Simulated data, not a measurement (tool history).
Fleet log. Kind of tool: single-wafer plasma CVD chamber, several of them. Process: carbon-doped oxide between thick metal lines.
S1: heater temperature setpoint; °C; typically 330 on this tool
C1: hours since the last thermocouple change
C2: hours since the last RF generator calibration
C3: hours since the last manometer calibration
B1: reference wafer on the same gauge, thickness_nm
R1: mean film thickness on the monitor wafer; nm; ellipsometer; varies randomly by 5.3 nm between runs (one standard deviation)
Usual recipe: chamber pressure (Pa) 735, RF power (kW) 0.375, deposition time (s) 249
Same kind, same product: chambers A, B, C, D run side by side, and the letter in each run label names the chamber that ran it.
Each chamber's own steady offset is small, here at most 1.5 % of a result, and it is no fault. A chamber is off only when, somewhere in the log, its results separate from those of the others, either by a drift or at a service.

{"run": "1C", "day": 0.404, "S1": 330, "chamber pressure (Pa)": 735, "RF power (kW)": 0.375, "deposition time (s)": 249, "C1": 1078.3, "C2": 750.4, "C3": 1743.4, "B1": 989.42, "R1": 1098.8}
{"run": "2D", "day": 0.979, "S1": 330, "chamber pressure (Pa)": 735, "RF power (kW)": 0.375, "deposition time (s)": 249, "C1": 951.6, "C2": 917.1, "C3": 579.4, "B1": 990.51, "R1": 1088.1}
{"day": 1.179, "done": "chamber C: capacitance manometer re-zeroed and calibrated"}
{"run": "3A", "day": 1.458, "S1": 330, "chamber pressure (Pa)": 735, "RF power (kW)": 0.375, "deposition time (s)": 249, "C1": 676.7, "C2": 220.2, "C3": 1807.4, "B1": 989.55, "R1": 1100.1}
{"run": "4B", "day": 1.858, "S1": 330, "chamber pressure (Pa)": 735, "RF power (kW)": 0.375, "deposition time (s)": 249, "C1": 252.0, "C2": 1297.5, "C3": 641.9, "B1": 989.67, "R1": 1105.3}
{"run": "5C", "day": 2.192, "S1": 330, "chamber pressure (Pa)": 735, "RF power (kW)": 0.375, "deposition time (s)": 249, "C1": 1121.2, "C2": 793.3, "C3": 24.4, "B1": 991.35, "R1": 1096.9}
{"run": "6A", "day": 2.654, "S1": 330, "chamber pressure (Pa)": 735, "RF power (kW)": 0.375, "deposition time (s)": 249, "C1": 705.4, "C2": 248.9, "C3": 1836.1, "B1": 989.49, "R1": 1096.1}
{"run": "7D", "day": 3.171, "S1": 330, "chamber pressure (Pa)": 561, "RF power (kW)": 0.375, "deposition time (s)": 249, "C1": 1004.2, "C2": 969.7, "C3": 632.0, "B1": 989.51, "R1": 1027.5}
{"run": "8B", "day": 3.533, "S1": 330, "chamber pressure (Pa)": 561, "RF power (kW)": 0.375, "deposition time (s)": 249, "C1": 292.2, "C2": 1337.7, "C3": 682.1, "B1": 989.78, "R1": 1067.1}
{"run": "9B", "day": 3.908, "S1": 330, "chamber pressure (Pa)": 561, "RF power (kW)": 0.375, "deposition time (s)": 249, "C1": 301.2, "C2": 1346.7, "C3": 691.1, "B1": 989.89, "R1": 1065.7}
{"run": "10A", "day": 4.462, "S1": 330, "chamber pressure (Pa)": 561, "RF power (kW)": 0.375, "deposition time (s)": 249, "C1": 748.8, "C2": 292.3, "C3": 1879.5, "B1": 989.54, "R1": 1055.2}
{"run": "11D", "day": 4.854, "S1": 330, "chamber pressure (Pa)": 735, "RF power (kW)": 0.375, "deposition time (s)": 249, "C1": 1044.6, "C2": 1010.1, "C3": 672.4, "B1": 990.34, "R1": 1056.5}
{"run": "12C", "day": 5.367, "S1": 330, "chamber pressure (Pa)": 735, "RF power (kW)": 0.375, "deposition time (s)": 249, "C1": 1197.4, "C2": 869.5, "C3": 100.6, "B1": 990.52, "R1": 1105.8}
{"run": "13C", "day": 5.938, "S1": 330, "chamber pressure (Pa)": 735, "RF power (kW)": 0.375, "deposition time (s)": 249, "C1": 1211.1, "C2": 883.2, "C3": 114.3, "B1": 991.04, "R1": 1109.5}
{"run": "14D", "day": 6.325, "S1": 330, "chamber pressure (Pa)": 735, "RF power (kW)": 0.375, "deposition time (s)": 249, "C1": 1079.9, "C2": 1045.4, "C3": 707.7, "B1": 991.08, "R1": 1062.4}
{"run": "15B", "day": 6.708, "S1": 330, "chamber pressure (Pa)": 735, "RF power (kW)": 0.375, "deposition time (s)": 249, "C1": 368.4, "C2": 1413.9, "C3": 758.3, "B1": 989.39, "R1": 1100.2}
{"run": "16A", "day": 7.017, "S1": 330, "chamber pressure (Pa)": 735, "RF power (kW)": 0.375, "deposition time (s)": 249, "C1": 810.1, "C2": 353.6, "C3": 1940.8, "B1": 990.84, "R1": 1097.1}
{"run": "17D", "day": 7.292, "S1": 343, "chamber pressure (Pa)": 735, "RF power (kW)": 0.395, "deposition time (s)": 249, "C1": 1103.1, "C2": 1068.6, "C3": 730.9, "B1": 989.36, "R1": 1055.3}
{"run": "18A", "day": 7.775, "S1": 343, "chamber pressure (Pa)": 735, "RF power (kW)": 0.395, "deposition time (s)": 249, "C1": 828.3, "C2": 371.8, "C3": 1959.0, "B1": 990.47, "R1": 1088.1}
{"run": "19C", "day": 8.238, "S1": 343, "chamber pressure (Pa)": 735, "RF power (kW)": 0.395, "deposition time (s)": 249, "C1": 1266.3, "C2": 938.4, "C3": 169.5, "B1": 990.36, "R1": 1091.6}
{"run": "20B", "day": 8.558, "S1": 343, "chamber pressure (Pa)": 735, "RF power (kW)": 0.395, "deposition time (s)": 249, "C1": 412.8, "C2": 1458.3, "C3": 802.7, "B1": 989.73, "R1": 1096.2}
{"run": "21B", "day": 9.017, "S1": 330, "chamber pressure (Pa)": 735, "RF power (kW)": 0.375, "deposition time (s)": 249, "C1": 423.8, "C2": 1469.3, "C3": 813.7, "B1": 990.23, "R1": 1104.8}
{"day": 9.079, "done": "chamber C: RF generator calibrated"}
{"run": "22C", "day": 9.512, "S1": 330, "chamber pressure (Pa)": 735, "RF power (kW)": 0.375, "deposition time (s)": 249, "C1": 1296.9, "C2": 10.5, "C3": 200.1, "B1": 990.82, "R1": 1109.9}
{"day": 9.775, "done": "chamber D: capacitance manometer re-zeroed and calibrated"}
{"run": "23D", "day": 9.842, "S1": 343, "chamber pressure (Pa)": 735, "RF power (kW)": 0.375, "deposition time (s)": 249, "C1": 1164.3, "C2": 1129.8, "C3": 1.7, "B1": 988.58, "R1": 993.91}
{"run": "24A", "day": 10.125, "S1": 343, "chamber pressure (Pa)": 735, "RF power (kW)": 0.375, "deposition time (s)": 249, "C1": 884.7, "C2": 428.2, "C3": 2015.4, "B1": 988.65, "R1": 1058.8}

Decide between three cases: one chamber stands off from its peers, the gauge reading all wafers drifts, or nothing is wrong past each chamber's small offset. Where a chamber is off, say which and what most likely put it there.

One chamber, D, drifts off from the rest bit by bit.
Cause: delivered RF power below the setpoint (%) = 7.31.

Here are 4 candidates for chamber D's next run, each the usual settings with a change, their results left as question marks. Which one brings its results back in line with what the others give on the usual settings?
Counts as in line when no further than this from what the other chambers average on the usual settings: R1 19.00 nm
{"run": "25D-1", "day": 10.538, "S1": 339, "chamber pressure (Pa)": 735, "RF power (kW)": 0.375, "deposition time (s)": 249, "R1": "?"}
{"run": "25D-2", "day": 10.538, "S1": 328, "chamber pressure (Pa)": 735, "RF power (kW)": 0.405, "deposition time (s)": 249, "R1": "?"}
{"run": "25D-3", "day": 10.538, "S1": 331, "chamber pressure (Pa)": 728, "RF power (kW)": 0.365, "deposition time (s)": 239, "R1": "?"}
{"run": "25D-4", "day": 10.538, "S1": 330, "chamber pressure (Pa)": 735, "RF power (kW)": 0.38, "deposition time (s)": 253, "R1": "?"}

The other chambers' mean on the usual settings: R1 1099.60 nm
run=25D-1 R1=998.22
run=25D-2 R1=1093.40
run=25D-3 R1=960.57
run=25D-4 R1=1052.40
25D-2 puts the chamber back in line with the other chambers.

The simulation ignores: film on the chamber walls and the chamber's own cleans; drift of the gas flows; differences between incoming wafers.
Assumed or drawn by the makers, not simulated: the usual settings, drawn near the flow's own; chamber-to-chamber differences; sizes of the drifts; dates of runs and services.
